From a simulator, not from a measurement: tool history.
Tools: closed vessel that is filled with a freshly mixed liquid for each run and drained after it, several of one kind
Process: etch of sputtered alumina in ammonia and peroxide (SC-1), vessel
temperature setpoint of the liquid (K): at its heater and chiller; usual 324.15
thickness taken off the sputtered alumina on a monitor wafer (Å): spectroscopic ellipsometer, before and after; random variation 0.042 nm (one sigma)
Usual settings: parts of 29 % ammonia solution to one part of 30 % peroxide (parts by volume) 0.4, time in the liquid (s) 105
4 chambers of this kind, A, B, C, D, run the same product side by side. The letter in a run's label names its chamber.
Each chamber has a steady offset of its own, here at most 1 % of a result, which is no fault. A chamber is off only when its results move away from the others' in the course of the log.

run   hour  temperature setpoint of the liquid (K)  parts of 29 % ammonia solution to one part of 30 % peroxide (parts by volume)  time in the liquid (s)  read-back film thickness of the sputtered alumina reference wafer, read on the same gauge (nm)  thickness taken off the sputtered alumina on a monitor wafer (Å)
 1C    4.3                                  324.15                                                                            0.4                     105                                                                                          120.01                                                            43.262
 2B    7.2                                  324.15                                                                            0.4                     105                                                                                          120.02                                                            42.331
 3A   12.9                                  324.15                                                                            0.4                     105                                                                                             120                                                            42.722
 4D   15.7                                  324.15                                                                            0.4                     105                                                                                          119.98                                                            43.424
 5A   18.3                                  324.15                                                                            0.4                     105                                                                                          120.01                                                            43.217
 6D   21.4                                  324.15                                                                            0.4                     105                                                                                          119.99                                                            42.725
 7B   25.9                                  324.15                                                                            0.4                     105                                                                                          120.01                                                            42.767
 8C   30.5                                  331.65                                                                            0.3                     105                                                                                          119.98                                                            63.976
 9A   34.4                                  331.65                                                                            0.3                     105                                                                                          119.99                                                            60.857
10B     40                                  331.65                                                                            0.3                     105                                                                                             120                                                            62.689
11D   44.5                                  331.65                                                                            0.3                     105                                                                                             120                                                            63.597
12C   47.9                                  324.15                                                                            0.4                     105                                                                                          120.03                                                            44.706
13B   50.7                                  324.15                                                                            0.4                     105                                                                                          120.02                                                            42.944
14A   55.8                                  324.15                                                                            0.4                     105                                                                                          119.99                                                            42.434
15C     61                                  324.15                                                                            0.4                     105                                                                                          119.99                                                            44.556
16D   64.6                                  324.15                                                                            0.4                      80                                                                                          120.03                                                            32.775
17A   68.7                                  324.15                                                                            0.4                      80                                                                                          120.02                                                            32.861
18C   72.1                                  324.15                                                                            0.4                      80                                                                                          120.03                                                            34.202
19D   74.9                                  324.15                                                                            0.4                      80                                                                                             120                                                            32.552
20B   78.4                                  324.15                                                                            0.4                     105                                                                                          119.98                                                            42.605
21B   81.7                                  324.15                                                                            0.4                     105                                                                                             120                                                            42.391
22A   84.5                                  324.15                                                                            0.4                     105                                                                                          120.01                                                            42.774
      87.6  -- chamber D: new drum of ammonia solution connected
23C   88.3                                  324.15                                                                            0.4                     105                                                                                          119.99                                                            45.094
24D   92.4                                  324.15                                                                            0.4                     105                                                                                             120                                                            42.869
25B     98                                  324.15                                                                            0.4                     105                                                                                          120.02                                                            42.255
26A  102.5                                  324.15                                                                            0.4                     105                                                                                          119.95                                                            43.652
27D  105.9                                  324.15                                                                           0.55                      45                                                                                          119.97                                                            18.958
28C  108.7                                  324.15                                                                           0.55                      45                                                                                          119.99                                                            20.482
29A  111.6                                  324.15                                                                           0.55                      45                                                                                          119.99                                                            18.678
30D  115.2                                  324.15                                                                           0.55                      45                                                                                          120.01                                                            19.034
31B    121                                  324.15                                                                            0.4                     105                                                                                          120.03                                                            43.069
32C  124.6                                  324.15                                                                            0.4                     105                                                                                             120                                                            45.815
33D  129.2                                  324.15                                                                            0.4                     105                                                                                          119.96                                                            42.522
34A  132.5                                  324.15                                                                            0.4                     105                                                                                          119.97                                                            42.745
35C  137.6                                  324.15                                                                            0.4                     105                                                                                             120                                                            46.216
36B  143.3                                  324.15                                                                            0.4                     105                                                                                          120.03                                                            42.916
37D  147.2                                  328.15                                                                            0.4                     155                                                                                          119.98                                                            79.729
38C  151.9                                  328.15                                                                            0.4                     155                                                                                             120                                                            86.463
39B  155.6                                  328.15                                                                            0.4                     155                                                                                          120.02                                                            78.152
40A    161                                  328.15                                                                            0.4                     155                                                                                          120.02                                                            80.127
41A  164.3                                  327.65                                                                            0.4                     105                                                                                          119.99                                                            51.704
42B  168.8                                  327.65                                                                            0.4                     105                                                                                          120.04                                                            52.174
43D  173.8                                  327.65                                                                            0.4                     105                                                                                             120                                                            51.756
44C  176.5                                  327.65                                                                            0.4                     105                                                                                          120.05                                                            56.708

Is one chamber off against the others, does the gauge drift, or is nothing wrong? If a chamber is off, say which, and what the likeliest cause is.

Chamber C drifts away from the others.
Cause: liquid hotter than its thermometer reads (K) = 1.72.

Here are 4 candidates for chamber C's next run, each the usual settings with a change, their results left as question marks. Which one brings its results back in line with what the others give on the usual settings?
In line means no further than this from the other chambers' mean on the usual settings: thickness taken off the sputtered alumina on a monitor wafer (Å) 1.5
45C-1  180.8                                  325.15                                                                            0.4                     110                                                                                                                                                                 ?
45C-2  180.8                                  325.15                                                                            0.4                     105                                                                                                                                                                 ?
45C-3  180.8                                  324.15                                                                           0.25                     105                                                                                                                                                                 ?
45C-4  180.8                                  323.15                                                                            0.4                     100                                                                                                                                                                 ?

The other chambers' mean on the usual settings: thickness taken off the sputtered alumina on a monitor wafer (Å) 42.941
  run  thickness taken off the sputtered alumina on a monitor wafer (Å)
45C-1                                                            52.529
45C-2                                                            50.141
45C-3                                                            45.451
45C-4                                                            42.842
45C-4 brings the chamber back in line.
